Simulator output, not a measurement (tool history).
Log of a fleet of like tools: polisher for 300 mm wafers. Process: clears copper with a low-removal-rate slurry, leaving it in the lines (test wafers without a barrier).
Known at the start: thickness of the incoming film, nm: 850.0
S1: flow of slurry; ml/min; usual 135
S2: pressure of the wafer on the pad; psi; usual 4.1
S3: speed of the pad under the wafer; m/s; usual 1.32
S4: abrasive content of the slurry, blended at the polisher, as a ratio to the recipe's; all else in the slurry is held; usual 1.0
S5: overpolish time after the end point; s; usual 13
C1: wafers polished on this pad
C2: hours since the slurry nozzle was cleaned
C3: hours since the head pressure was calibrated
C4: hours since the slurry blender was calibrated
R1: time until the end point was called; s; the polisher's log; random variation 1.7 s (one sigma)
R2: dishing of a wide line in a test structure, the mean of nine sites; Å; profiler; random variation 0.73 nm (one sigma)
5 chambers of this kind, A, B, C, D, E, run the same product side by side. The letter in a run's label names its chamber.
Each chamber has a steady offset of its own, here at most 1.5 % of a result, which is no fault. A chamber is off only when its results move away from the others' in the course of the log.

{"hour": 0.3, "done": "chamber B: worn pad replaced by a new one"}
{"run": "1C", "hour": 6.8, "S1": 135, "S2": 4.1, "S3": 1.32, "S4": 1.0, "S5": 13, "C1": 136, "C2": 185.3, "C3": 49.3, "C4": 253.0, "R1": 143.01, "R2": 313.3}
{"run": "2E", "hour": 15.7, "S1": 135, "S2": 4.1, "S3": 1.32, "S4": 1.0, "S5": 13, "C1": 320, "C2": 295.2, "C3": 287.3, "C4": 51.0, "R1": 140.69, "R2": 322.68}
{"hour": 15.8, "done": "chamber A: worn pad replaced by a new one"}
{"run": "3D", "hour": 20.8, "S1": 135, "S2": 4.1, "S3": 1.32, "S4": 1.0, "S5": 13, "C1": 610, "C2": 218.1, "C3": 284.0, "C4": 123.6, "R1": 142.4, "R2": 326.86}
{"run": "4A", "hour": 28.7, "S1": 135, "S2": 4.1, "S3": 1.32, "S4": 1.0, "S5": 13, "C1": 49, "C2": 592.0, "C3": 254.1, "C4": 181.7, "R1": 146.04, "R2": 321.64}
{"hour": 34.7, "done": "chamber B: slurry blender recalibrated"}
{"run": "5B", "hour": 35.2, "S1": 135, "S2": 4.1, "S3": 1.32, "S4": 1.0, "S5": 16, "C1": 134, "C2": 184.4, "C3": 656.7, "C4": 0.5, "R1": 142.27, "R2": 345.47}
{"run": "6D", "hour": 43.5, "S1": 135, "S2": 4.1, "S3": 1.32, "S4": 1.0, "S5": 16, "C1": 697, "C2": 240.8, "C3": 306.7, "C4": 146.3, "R1": 139.91, "R2": 350.96}
{"run": "7B", "hour": 49.4, "S1": 135, "S2": 4.1, "S3": 1.32, "S4": 1.0, "S5": 16, "C1": 188, "C2": 198.6, "C3": 670.9, "C4": 14.7, "R1": 141.84, "R2": 348.04}
{"run": "8C", "hour": 54.5, "S1": 135, "S2": 4.1, "S3": 1.32, "S4": 1.0, "S5": 16, "C1": 319, "C2": 233.0, "C3": 97.0, "C4": 300.7, "R1": 140.63, "R2": 356.76}
{"run": "9A", "hour": 59.5, "S1": 135, "S2": 4.1, "S3": 1.32, "S4": 1.0, "S5": 16, "C1": 167, "C2": 622.8, "C3": 284.9, "C4": 212.5, "R1": 141.66, "R2": 356.51}
{"run": "10E", "hour": 67.2, "S1": 135, "S2": 4.1, "S3": 1.32, "S4": 1.0, "S5": 13, "C1": 517, "C2": 346.7, "C3": 338.8, "C4": 102.5, "R1": 143.19, "R2": 329.25}
{"run": "11A", "hour": 73.1, "S1": 135, "S2": 4.1, "S3": 1.32, "S4": 1.0, "S5": 13, "C1": 219, "C2": 636.4, "C3": 298.5, "C4": 226.1, "R1": 142.89, "R2": 315.97}
{"hour": 75.6, "done": "chamber E: worn pad replaced by a new one"}
{"hour": 76.5, "done": "chamber E: slurry blender recalibrated"}
{"run": "12B", "hour": 80.1, "S1": 135, "S2": 4.1, "S3": 1.32, "S4": 1.0, "S5": 13, "C1": 306, "C2": 229.3, "C3": 701.6, "C4": 45.4, "R1": 146.45, "R2": 304.95}
{"run": "13E", "hour": 89.0, "S1": 100, "S2": 4.1, "S3": 1.32, "S4": 1.0, "S5": 19, "C1": 51, "C2": 368.5, "C3": 360.6, "C4": 12.6, "R1": 146.85, "R2": 368.18}
{"run": "14C", "hour": 93.3, "S1": 100, "S2": 4.1, "S3": 1.32, "S4": 1.0, "S5": 19, "C1": 468, "C2": 271.8, "C3": 135.8, "C4": 339.5, "R1": 148.18, "R2": 355.99}
{"run": "15D", "hour": 98.3, "S1": 100, "S2": 4.1, "S3": 1.32, "S4": 1.0, "S5": 19, "C1": 907, "C2": 295.6, "C3": 361.5, "C4": 201.1, "R1": 150.58, "R2": 356.47}
{"run": "16B", "hour": 102.9, "S1": 100, "S2": 4.1, "S3": 1.32, "S4": 1.0, "S5": 19, "C1": 393, "C2": 252.1, "C3": 724.4, "C4": 68.2, "R1": 157.01, "R2": 344.87}
{"run": "17C", "hour": 108.5, "S1": 100, "S2": 4.1, "S3": 1.32, "S4": 1.0, "S5": 19, "C1": 526, "C2": 287.0, "C3": 151.0, "C4": 354.7, "R1": 147.7, "R2": 350.98}
{"run": "18E", "hour": 113.8, "S1": 135, "S2": 4.1, "S3": 1.32, "S4": 1.3, "S5": 9, "C1": 146, "C2": 393.3, "C3": 385.4, "C4": 37.4, "R1": 134.25, "R2": 274.01}
{"run": "19A", "hour": 121.1, "S1": 135, "S2": 4.1, "S3": 1.32, "S4": 1.3, "S5": 9, "C1": 403, "C2": 684.4, "C3": 346.5, "C4": 274.1, "R1": 134.99, "R2": 281.95}
{"run": "20D", "hour": 127.8, "S1": 135, "S2": 4.1, "S3": 1.32, "S4": 1.3, "S5": 9, "C1": 1020, "C2": 325.1, "C3": 391.0, "C4": 230.6, "R1": 137.09, "R2": 270.39}
{"run": "21B", "hour": 134.2, "S1": 135, "S2": 4.1, "S3": 1.32, "S4": 1.3, "S5": 9, "C1": 513, "C2": 283.4, "C3": 755.7, "C4": 99.5, "R1": 137.59, "R2": 273.62}
{"run": "22E", "hour": 142.6, "S1": 135, "S2": 4.1, "S3": 1.32, "S4": 1.3, "S5": 9, "C1": 257, "C2": 422.1, "C3": 414.2, "C4": 66.2, "R1": 132.04, "R2": 263.39}
{"run": "23D", "hour": 146.8, "S1": 135, "S2": 4.1, "S3": 1.32, "S4": 1.0, "S5": 13, "C1": 1093, "C2": 344.1, "C3": 410.0, "C4": 249.6, "R1": 142.81, "R2": 314.2}
{"hour": 147.4, "done": "chamber D: slurry nozzle cleaned"}
{"run": "24C", "hour": 152.2, "S1": 135, "S2": 4.1, "S3": 1.32, "S4": 1.0, "S5": 13, "C1": 694, "C2": 330.7, "C3": 194.7, "C4": 398.4, "R1": 139.65, "R2": 306.38}
{"run": "25A", "hour": 158.3, "S1": 135, "S2": 5.0, "S3": 1.32, "S4": 1.0, "S5": 10, "C1": 546, "C2": 721.6, "C3": 383.7, "C4": 311.3, "R1": 115.61, "R2": 322.59}
{"run": "26A", "hour": 165.2, "S1": 135, "S2": 5.0, "S3": 1.32, "S4": 1.0, "S5": 10, "C1": 572, "C2": 728.5, "C3": 390.6, "C4": 318.2, "R1": 116.76, "R2": 323.88}
{"hour": 169.2, "done": "chamber D: slurry blender recalibrated"}
{"run": "27E", "hour": 170.8, "S1": 135, "S2": 5.0, "S3": 1.32, "S4": 1.0, "S5": 10, "C1": 365, "C2": 450.3, "C3": 442.4, "C4": 94.4, "R1": 117.1, "R2": 309.72}
{"run": "28B", "hour": 179.9, "S1": 135, "S2": 5.0, "S3": 1.32, "S4": 1.0, "S5": 10, "C1": 688, "C2": 329.1, "C3": 801.4, "C4": 145.2, "R1": 124.55, "R2": 303.54}
{"run": "29D", "hour": 184.2, "S1": 135, "S2": 5.0, "S3": 1.32, "S4": 1.0, "S5": 10, "C1": 1236, "C2": 36.8, "C3": 447.4, "C4": 15.0, "R1": 114.98, "R2": 305.89}
{"hour": 184.4, "done": "chamber D: worn pad replaced by a new one"}
{"hour": 187.9, "done": "chamber E: slurry blender recalibrated"}
{"run": "30C", "hour": 190.8, "S1": 135, "S2": 4.1, "S3": 1.32, "S4": 1.0, "S5": 13, "C1": 842, "C2": 369.3, "C3": 233.3, "C4": 437.0, "R1": 141.45, "R2": 321.5}
{"run": "31B", "hour": 196.3, "S1": 135, "S2": 4.1, "S3": 1.32, "S4": 1.0, "S5": 13, "C1": 751, "C2": 345.5, "C3": 817.8, "C4": 161.6, "R1": 151.3, "R2": 308.46}
{"run": "32A", "hour": 202.5, "S1": 135, "S2": 4.1, "S3": 1.32, "S4": 1.0, "S5": 13, "C1": 715, "C2": 765.8, "C3": 427.9, "C4": 355.5, "R1": 145.23, "R2": 326.35}
{"run": "33E", "hour": 210.3, "S1": 135, "S2": 4.1, "S3": 1.32, "S4": 1.0, "S5": 13, "C1": 516, "C2": 489.8, "C3": 481.9, "C4": 22.5, "R1": 141.31, "R2": 324.13}
{"run": "34C", "hour": 217.5, "S1": 135, "S2": 4.1, "S3": 1.32, "S4": 1.0, "S5": 13, "C1": 944, "C2": 396.0, "C3": 260.0, "C4": 463.7, "R1": 139.51, "R2": 330.51}
{"run": "35D", "hour": 224.0, "S1": 135, "S2": 4.1, "S3": 1.32, "S4": 1.0, "S5": 13, "C1": 152, "C2": 76.6, "C3": 487.2, "C4": 54.8, "R1": 142.71, "R2": 308.91}
{"hour": 227.4, "done": "chamber B: worn pad replaced by a new one"}
{"run": "36D", "hour": 229.6, "S1": 135, "S2": 4.1, "S3": 1.32, "S4": 1.0, "S5": 13, "C1": 173, "C2": 82.2, "C3": 492.8, "C4": 60.4, "R1": 139.45, "R2": 312.91}
{"hour": 235.8, "done": "chamber E: worn pad replaced by a new one"}
{"run": "37A", "hour": 238.4, "S1": 135, "S2": 4.1, "S3": 1.32, "S4": 1.0, "S5": 13, "C1": 853, "C2": 801.7, "C3": 463.8, "C4": 391.4, "R1": 143.46, "R2": 324.73}
{"run": "38E", "hour": 246.2, "S1": 135, "S2": 4.1, "S3": 1.32, "S4": 1.0, "S5": 13, "C1": 39, "C2": 525.7, "C3": 517.8, "C4": 58.4, "R1": 144.85, "R2": 321.73}
{"run": "39B", "hour": 250.5, "S1": 135, "S2": 4.1, "S3": 1.32, "S4": 1.0, "S5": 13, "C1": 88, "C2": 399.7, "C3": 872.0, "C4": 215.8, "R1": 157.02, "R2": 307.86}
{"hour": 256.3, "done": "chamber C: slurry blender recalibrated"}
{"run": "40C", "hour": 259.2, "S1": 135, "S2": 4.1, "S3": 1.32, "S4": 1.0, "S5": 13, "C1": 1104, "C2": 437.7, "C3": 301.7, "C4": 2.9, "R1": 138.06, "R2": 301.95}

Is one chamber off against the others, does the gauge drift, or is nothing wrong? If a chamber is off, say which, and what the likeliest cause is.

Chamber B drifts away from the others.
Cause: slurry flow missing at the pad, % = 40.8.
The log may not tell that from: head's pressure below its setpoint, %.

Here are 4 candidates for chamber B's next run, each the usual settings with a change, their results left as question marks. Which one brings its results back in line with what the others give on the usual settings?
In line means no further than this from the other chambers' mean on the usual settings: R1 6.00 s; R2 25.00 Å
{"run": "41B-1", "hour": 265.7, "S1": 135, "S2": 4.2, "S3": 1.34, "S4": 1.0, "S5": 13, "R1": "?", "R2": "?"}
{"run": "41B-2", "hour": 265.7, "S1": 135, "S2": 4.3, "S3": 1.4, "S4": 1.0, "S5": 13, "R1": "?", "R2": "?"}
{"run": "41B-3", "hour": 265.7, "S1": 135, "S2": 3.9, "S3": 1.24, "S4": 1.0, "S5": 13, "R1": "?", "R2": "?"}
{"run": "41B-4", "hour": 265.7, "S1": 135, "S2": 4.0, "S3": 1.3, "S4": 1.0, "S5": 13, "R1": "?", "R2": "?"}

The other chambers' mean on the usual settings: R1 141.63 s; R2 319.31 Å
run=41B-1 R1=154.49 R2=307.36
run=41B-2 R1=144.48 R2=316.74
run=41B-3 R1=179.74 R2=285.19
run=41B-4 R1=167.23 R2=295.78
41B-2 brings the chamber back in line.
